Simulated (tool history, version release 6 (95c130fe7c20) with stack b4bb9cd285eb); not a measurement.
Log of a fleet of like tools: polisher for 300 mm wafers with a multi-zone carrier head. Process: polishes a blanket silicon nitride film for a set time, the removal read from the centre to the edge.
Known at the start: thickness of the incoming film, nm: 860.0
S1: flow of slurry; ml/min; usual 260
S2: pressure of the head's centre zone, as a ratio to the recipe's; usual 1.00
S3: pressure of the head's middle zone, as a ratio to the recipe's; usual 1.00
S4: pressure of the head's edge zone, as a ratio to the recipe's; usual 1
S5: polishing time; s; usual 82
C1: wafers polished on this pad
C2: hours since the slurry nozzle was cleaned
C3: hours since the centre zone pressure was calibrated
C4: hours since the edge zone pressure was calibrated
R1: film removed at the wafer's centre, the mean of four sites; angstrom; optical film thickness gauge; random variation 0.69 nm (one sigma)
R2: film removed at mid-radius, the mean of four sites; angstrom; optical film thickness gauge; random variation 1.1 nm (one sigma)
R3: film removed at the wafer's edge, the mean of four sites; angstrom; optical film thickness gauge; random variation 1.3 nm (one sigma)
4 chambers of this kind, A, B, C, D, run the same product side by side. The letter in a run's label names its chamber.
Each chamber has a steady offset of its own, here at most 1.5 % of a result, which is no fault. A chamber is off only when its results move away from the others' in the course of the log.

run 1A hour=11.2 | S1=260 S2=1.00 S3=1.00 S4=1 S5=82 | C1=733 C2=89.0 C3=21.9 C4=631.7 | R1=1052.00 R2=1052.10 R3=1024.50
-- hour=17.9 chamber B: worn pad replaced by a new one
run 2B hour=25.1 | S1=260 S2=1.00 S3=1.00 S4=1 S5=82 | C1=91 C2=81.8 C3=124.1 C4=392.6 | R1=1064.10 R2=1073.10 R3=1037.00
run 3C hour=32.9 | S1=260 S2=1.00 S3=1.00 S4=1 S5=82 | C1=733 C2=245.3 C3=80.6 C4=997.7 | R1=1041.50 R2=1040.30 R3=1057.70
-- hour=36.3 chamber A: worn pad replaced by a new one
-- hour=42.5 chamber D: worn pad replaced by a new one
run 4D hour=45.5 | S1=260 S2=1.00 S3=1.00 S4=1 S5=82 | C1=38 C2=638.6 C3=286.0 C4=274.7 | R1=1051.30 R2=1068.40 R3=1065.70
run 5B hour=53.2 | S1=260 S2=1.00 S3=1.00 S4=1 S5=82 | C1=443 C2=109.9 C3=152.2 C4=420.7 | R1=1053.50 R2=1058.60 R3=1071.30
-- hour=65.9 chamber C: worn pad replaced by a new one
run 6D hour=68.3 | S1=260 S2=1.00 S3=1.00 S4=1 S5=82 | C1=324 C2=661.4 C3=308.8 C4=297.5 | R1=1047.40 R2=1051.50 R3=1090.00
-- hour=73.7 chamber B: worn pad replaced by a new one
run 7C hour=80.0 | S1=260 S2=1.00 S3=1.00 S4=1 S5=82 | C1=177 C2=292.4 C3=127.7 C4=1044.8 | R1=1043.70 R2=1039.80 R3=1075.90
run 8A hour=89.9 | S1=260 S2=1.00 S3=1.00 S4=1 S5=82 | C1=673 C2=167.7 C3=100.6 C4=710.4 | R1=1050.60 R2=1053.00 R3=1040.70
run 9C hour=99.7 | S1=260 S2=1.00 S3=1.00 S4=1 S5=82 | C1=425 C2=312.1 C3=147.4 C4=1064.5 | R1=1045.30 R2=1055.40 R3=1040.60
-- hour=105.5 chamber D: slurry nozzle cleaned
run 10D hour=108.5 | S1=260 S2=1.00 S3=1.00 S4=1 S5=82 | C1=829 C2=3.0 C3=349.0 C4=337.7 | R1=1056.00 R2=1061.70 R3=1054.90
run 11B hour=119.7 | S1=180 S2=1.00 S3=1.12 S4=1 S5=82 | C1=577 C2=176.4 C3=218.7 C4=487.2 | R1=995.73 R2=1116.00 R3=1001.60
-- hour=133.3 chamber D: worn pad replaced by a new one
-- hour=133.5 chamber B: worn pad replaced by a new one
run 12A hour=134.9 | S1=180 S2=1.00 S3=1.12 S4=1 S5=82 | C1=1237 C2=212.7 C3=145.6 C4=755.4 | R1=989.51 R2=1129.90 R3=997.18
-- hour=138.8 chamber A: worn pad replaced by a new one
run 13B hour=147.2 | S1=180 S2=1.00 S3=1.12 S4=1 S5=82 | C1=172 C2=203.9 C3=246.2 C4=514.7 | R1=988.48 R2=1117.20 R3=1014.70
-- hour=148.8 chamber C: worn pad replaced by a new one
run 14D hour=154.5 | S1=180 S2=1.00 S3=1.12 S4=1 S5=82 | C1=267 C2=49.0 C3=395.0 C4=383.7 | R1=995.91 R2=1115.40 R3=1015.80
run 15C hour=168.6 | S1=260 S2=1.00 S3=1.00 S4=1 S5=82 | C1=248 C2=381.0 C3=216.3 C4=1133.4 | R1=1025.80 R2=1008.00 R3=1017.10
-- hour=172.1 chamber C: edge zone pressure recalibrated
run 16A hour=183.4 | S1=220 S2=1.00 S3=1.00 S4=1 S5=82 | C1=559 C2=261.2 C3=194.1 C4=803.9 | R1=1029.00 R2=1038.70 R3=1041.90
run 17D hour=196.6 | S1=220 S2=1.00 S3=1.00 S4=1 S5=82 | C1=795 C2=91.1 C3=437.1 C4=425.8 | R1=1026.30 R2=1044.80 R3=1037.50
-- hour=197.3 chamber B: worn pad replaced by a new one
run 18A hour=207.3 | S1=220 S2=1.00 S3=1.00 S4=1 S5=82 | C1=859 C2=285.1 C3=218.0 C4=827.8 | R1=1022.90 R2=1044.70 R3=1041.70
run 19C hour=218.9 | S1=220 S2=1.00 S3=1.00 S4=1 S5=82 | C1=880 C2=431.3 C3=266.6 C4=46.9 | R1=971.62 R2=990.66 R3=993.93
run 20B hour=231.0 | S1=260 S2=1.00 S3=1.00 S4=1 S5=82 | C1=423 C2=287.7 C3=330.0 C4=598.5 | R1=1059.00 R2=1062.90 R3=1028.00
-- hour=231.2 chamber C: worn pad replaced by a new one
-- hour=235.4 chamber D: worn pad replaced by a new one
-- hour=239.0 chamber A: worn pad replaced by a new one
run 21D hour=243.5 | S1=260 S2=1.00 S3=1.00 S4=1 S5=82 | C1=102 C2=138.0 C3=484.0 C4=472.7 | R1=1049.90 R2=1072.20 R3=1036.70
run 22C hour=252.3 | S1=260 S2=1.00 S3=1.00 S4=1 S5=82 | C1=265 C2=464.7 C3=300.0 C4=80.3 | R1=1002.30 R2=982.01 R3=1014.30
-- hour=257.4 chamber B: worn pad replaced by a new one
run 23B hour=266.9 | S1=260 S2=1.00 S3=1.00 S4=1 S5=82 | C1=120 C2=323.6 C3=365.9 C4=634.4 | R1=1045.50 R2=1052.20 R3=1055.50
run 24A hour=275.0 | S1=260 S2=1.00 S3=1.00 S4=1 S5=82 | C1=452 C2=352.8 C3=285.7 C4=895.5 | R1=1044.30 R2=1059.70 R3=1067.40
run 25C hour=281.6 | S1=260 S2=1.00 S3=1.00 S4=1 S5=82 | C1=632 C2=494.0 C3=329.3 C4=109.6 | R1=974.17 R2=955.50 R3=1007.00

Next, every chamber runs the same settings. What will each give?
run 26A hour=292.6 | S1=260 S2=0.89 S3=1.00 S4=1 S5=82 | R1=? R2=? R3=?
run 26B hour=292.6 | S1=260 S2=0.89 S3=1.00 S4=1 S5=82 | R1=? R2=? R3=?
run 26C hour=292.6 | S1=260 S2=0.89 S3=1.00 S4=1 S5=82 | R1=? R2=? R3=?
run 26D hour=292.6 | S1=260 S2=0.89 S3=1.00 S4=1 S5=82 | R1=? R2=? R3=?

run=26A R1=932.19 R2=1055.20 R3=1033.40
run=26B R1=926.87 R2=1055.40 R3=1057.60
run=26C R1=847.87 R2=957.90 R3=1012.20
run=26D R1=928.77 R2=1065.70 R3=1051.60
